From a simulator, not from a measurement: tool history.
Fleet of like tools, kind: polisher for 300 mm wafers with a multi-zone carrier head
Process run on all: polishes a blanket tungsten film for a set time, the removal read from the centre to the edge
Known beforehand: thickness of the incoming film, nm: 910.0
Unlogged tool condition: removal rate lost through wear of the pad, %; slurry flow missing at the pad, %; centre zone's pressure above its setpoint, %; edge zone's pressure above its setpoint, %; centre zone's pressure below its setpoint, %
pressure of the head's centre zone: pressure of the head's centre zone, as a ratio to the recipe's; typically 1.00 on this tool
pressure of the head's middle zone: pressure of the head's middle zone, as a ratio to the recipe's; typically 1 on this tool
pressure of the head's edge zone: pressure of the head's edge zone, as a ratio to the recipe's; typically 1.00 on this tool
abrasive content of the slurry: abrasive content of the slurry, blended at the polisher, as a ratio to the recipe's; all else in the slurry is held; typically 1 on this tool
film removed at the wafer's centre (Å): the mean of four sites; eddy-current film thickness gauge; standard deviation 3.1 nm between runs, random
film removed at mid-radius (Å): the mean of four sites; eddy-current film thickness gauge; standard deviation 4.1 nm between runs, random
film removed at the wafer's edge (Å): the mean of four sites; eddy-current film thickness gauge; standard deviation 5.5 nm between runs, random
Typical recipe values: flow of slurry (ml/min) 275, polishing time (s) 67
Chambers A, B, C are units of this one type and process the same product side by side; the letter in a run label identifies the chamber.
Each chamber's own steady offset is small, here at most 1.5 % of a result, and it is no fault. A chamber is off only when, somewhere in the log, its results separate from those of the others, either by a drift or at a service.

| run | hour | flow of slurry (ml/min) | pressure of the head's centre zone | pressure of the head's middle zone | pressure of the head's edge zone | abrasive content of the slurry | polishing time (s) | wafers polished on this pad | hours since the slurry nozzle was cleaned | hours since the centre zone pressure was calibrated | hours since the edge zone pressure was calibrated | film removed at the wafer's centre (Å) | film removed at mid-radius (Å) | film removed at the wafer's edge (Å) |
|---|---|---|---|---|---|---|---|---|---|---|---|---|---|---|
| 1C | 3.9 | 275 | 1.00 | 1 | 1.00 | 1 | 67 | 1099 | 119.1 | 946.2 | 487.4 | 3779.5 | 3717.0 | 3735.9 |
| 2B | 7.0 | 275 | 1.00 | 1 | 1.00 | 1 | 67 | 136 | 278.6 | 21.9 | 611.4 | 3793.9 | 3787.8 | 3870.4 |
|  | 7.9 | chamber C: worn pad replaced by a new one |
| 3A | 11.6 | 275 | 1.00 | 1 | 1.00 | 1 | 67 | 916 | 580.1 | 377.8 | 187.2 | 3733.2 | 3806.2 | 3783.4 |
| 4B | 16.1 | 275 | 1.00 | 1 | 1.00 | 1 | 67 | 235 | 287.7 | 31.0 | 620.5 | 3823.6 | 3735.4 | 3752.6 |
| 5A | 21.5 | 275 | 1.00 | 1 | 1.00 | 1 | 67 | 1024 | 590.0 | 387.7 | 197.1 | 3751.1 | 3787.4 | 3937.8 |
| 6C | 24.6 | 275 | 1.00 | 1 | 1.00 | 1 | 67 | 183 | 139.8 | 966.9 | 508.1 | 3783.9 | 3712.6 | 3819.4 |
| 7B | 28.7 | 275 | 1.00 | 1 | 1.00 | 1 | 67 | 373 | 300.3 | 43.6 | 633.1 | 3782.3 | 3747.5 | 3713.1 |
| 8A | 33.0 | 275 | 1.00 | 1 | 1.00 | 1 | 67 | 1150 | 601.5 | 399.2 | 208.6 | 3738.9 | 3734.7 | 3814.4 |
| 9C | 37.7 | 235 | 0.94 | 1 | 1.00 | 1 | 67 | 326 | 152.9 | 980.0 | 521.2 | 3475.1 | 3687.8 | 3721.6 |
| 10B | 42.1 | 235 | 0.94 | 1 | 1.00 | 1 | 67 | 519 | 313.7 | 57.0 | 646.5 | 3456.5 | 3695.3 | 3737.3 |
|  | 44.0 | chamber A: worn pad replaced by a new one |
| 11C | 46.2 | 235 | 0.94 | 1 | 1.00 | 1 | 67 | 419 | 161.4 | 988.5 | 529.7 | 3484.5 | 3654.0 | 3724.7 |
|  | 48.0 | chamber C: edge zone pressure recalibrated |
| 12A | 51.4 | 235 | 0.95 | 1 | 1.00 | 1 | 67 | 81 | 619.9 | 417.6 | 227.0 | 3485.2 | 3719.5 | 3757.0 |
|  | 53.9 | chamber B: worn pad replaced by a new one |
| 13A | 56.3 | 235 | 0.95 | 1 | 1.00 | 1 | 67 | 135 | 624.8 | 422.5 | 231.9 | 3458.9 | 3778.8 | 3691.7 |
| 14B | 59.4 | 235 | 0.95 | 1 | 1.00 | 1 | 67 | 61 | 331.0 | 74.3 | 663.8 | 3500.6 | 3674.3 | 3720.2 |
|  | 63.8 | chamber A: centre zone pressure recalibrated |
| 15C | 63.8 | 275 | 1.00 | 1 | 1.00 | 1 | 67 | 611 | 179.0 | 1006.1 | 15.8 | 3760.0 | 3768.7 | 3789.9 |
| 16A | 68.6 | 275 | 1.00 | 1 | 1.00 | 1 | 67 | 269 | 637.1 | 4.8 | 244.2 | 3738.6 | 3881.7 | 3758.6 |
| 17B | 71.7 | 275 | 1.00 | 1 | 1.00 | 1 | 67 | 195 | 343.3 | 86.6 | 676.1 | 3768.6 | 3799.9 | 3758.6 |
| 18C | 76.9 | 275 | 1.00 | 1 | 1.00 | 1 | 67 | 754 | 192.1 | 1019.2 | 28.9 | 3791.0 | 3763.2 | 3851.0 |
| 19A | 82.0 | 275 | 1.00 | 1 | 1.00 | 1 | 67 | 415 | 650.5 | 18.2 | 257.6 | 3690.8 | 3784.6 | 3727.5 |
| 20C | 87.4 | 275 | 1.00 | 1 | 1.00 | 1 | 67 | 869 | 202.6 | 1029.7 | 39.4 | 3752.6 | 3671.2 | 3811.0 |
| 21B | 90.1 | 275 | 1.00 | 1 | 1.00 | 1 | 81 | 396 | 361.7 | 105.0 | 694.5 | 4540.4 | 4500.3 | 4706.1 |
|  | 92.6 | chamber C: worn pad replaced by a new one |
| 22C | 94.9 | 275 | 1.00 | 1 | 1.00 | 1 | 81 | 25 | 210.1 | 1037.2 | 46.9 | 4548.9 | 4592.0 | 4546.4 |
| 23A | 97.5 | 275 | 1.00 | 1 | 1.00 | 1 | 81 | 585 | 666.0 | 33.7 | 273.1 | 4517.0 | 4514.6 | 4603.3 |
|  | 101.7 | chamber B: worn pad replaced by a new one |
| 24B | 102.8 | 275 | 1.00 | 1 | 1.00 | 1 | 67 | 12 | 374.4 | 117.7 | 707.2 | 3727.8 | 3727.4 | 3707.5 |
|  | 103.4 | chamber C: centre zone pressure recalibrated |
| 25C | 108.2 | 275 | 1.00 | 1 | 1.00 | 1 | 67 | 171 | 223.4 | 4.8 | 60.2 | 3366.2 | 3756.4 | 3824.5 |
| 26A | 113.5 | 275 | 1.00 | 1 | 1.00 | 1 | 67 | 760 | 682.0 | 49.7 | 289.1 | 3697.5 | 3822.4 | 3847.4 |
| 27B | 118.4 | 275 | 1.00 | 1 | 1.00 | 1 | 67 | 182 | 390.0 | 133.3 | 722.8 | 3791.6 | 3784.4 | 3720.7 |
| 28B | 121.0 | 275 | 1.00 | 1 | 1.00 | 1 | 67 | 211 | 392.6 | 135.9 | 725.4 | 3739.4 | 3768.6 | 3760.3 |
| 29C | 125.6 | 275 | 1.00 | 1 | 1.00 | 1 | 67 | 361 | 240.8 | 22.2 | 77.6 | 3410.3 | 3763.4 | 3746.3 |
| 30A | 130.2 | 275 | 1.00 | 1 | 0.89 | 1 | 67 | 942 | 698.7 | 66.4 | 305.8 | 3781.7 | 3743.7 | 3501.7 |
| 31A | 135.3 | 275 | 1.00 | 1 | 0.89 | 1 | 67 | 998 | 703.8 | 71.5 | 310.9 | 3738.6 | 3796.4 | 3564.6 |
| 32B | 139.7 | 275 | 1.00 | 1 | 0.89 | 1 | 67 | 415 | 411.3 | 154.6 | 744.1 | 3788.7 | 3682.8 | 3651.2 |
| 33C | 142.7 | 275 | 1.00 | 1 | 1.00 | 1 | 67 | 548 | 257.9 | 39.3 | 94.7 | 3373.1 | 3805.7 | 3691.4 |
| 34C | 147.9 | 275 | 1.00 | 1 | 1.00 | 1 | 67 | 605 | 263.1 | 44.5 | 99.9 | 3367.4 | 3741.9 | 3776.4 |
| 35B | 152.7 | 275 | 1.00 | 1 | 1.00 | 1 | 67 | 557 | 424.3 | 167.6 | 757.1 | 3778.2 | 3679.8 | 3799.3 |
|  | 155.4 | chamber A: worn pad replaced by a new one |
|  | 155.4 | chamber B: worn pad replaced by a new one |
| 36A | 158.0 | 275 | 1.00 | 1 | 1.00 | 1 | 67 | 28 | 726.5 | 94.2 | 333.6 | 3776.7 | 3776.1 | 3795.7 |
| 37A | 162.1 | 275 | 1.00 | 1 | 1.00 | 1 | 67 | 73 | 730.6 | 98.3 | 337.7 | 3719.6 | 3740.8 | 3809.5 |
| 38B | 165.1 | 275 | 1.00 | 1 | 1.00 | 1 | 67 | 106 | 436.7 | 180.0 | 769.5 | 3810.0 | 3743.8 | 3766.7 |
| 39C | 168.9 | 275 | 1.00 | 1 | 1.00 | 1 | 67 | 834 | 284.1 | 65.5 | 120.9 | 3396.4 | 3731.2 | 3713.4 |

Is one chamber off against the others, does the gauge drift, or is nothing wrong? If a chamber is off, say which, and what the likeliest cause is.

After it was serviced, chamber C no longer matches the other chambers.
Cause: centre zone's pressure below its setpoint, % = 9.47.

Chamber C could run next with any of the 4 candidate recipes listed below; each alters the usual settings, and their results appear as question marks. Which one brings its results back in line with what the other chambers deliver on the usual settings?
Maximum distance from the other chambers' mean on the usual settings for a result to count as in line: film removed at the wafer's centre (Å) 110.0; film removed at mid-radius (Å) 140.0; film removed at the wafer's edge (Å) 190.0
| 40C-1 | 172.8 | 260 | 0.84 | 1.02 | 1.07 | 1 | 65 |  |  |  |  | ? | ? | ? |
| 40C-2 | 172.8 | 270 | 0.92 | 1.01 | 1.03 | 1 | 66 |  |  |  |  | ? | ? | ? |
| 40C-3 | 172.8 | 280 | 1.08 | 0.99 | 0.97 | 1 | 68 |  |  |  |  | ? | ? | ? |
| 40C-4 | 172.8 | 290 | 1.17 | 0.97 | 0.91 | 1 | 70 |  |  |  |  | ? | ? | ? |

Average result of the remaining chambers running the usual settings: film removed at the wafer's centre (Å) 3773.2; film removed at mid-radius (Å) 3760.7; film removed at the wafer's edge (Å) 3783.3
| run | film removed at the wafer's centre (Å) | film removed at mid-radius (Å) | film removed at the wafer's edge (Å) |
|---|---|---|---|
| 40C-1 | 2708.6 | 3664.6 | 3791.5 |
| 40C-2 | 3060.1 | 3701.1 | 3783.1 |
| 40C-3 | 3781.0 | 3755.0 | 3787.2 |
| 40C-4 | 4264.7 | 3805.4 | 3783.0 |
It is 40C-3 that realigns the chamber with its peers.
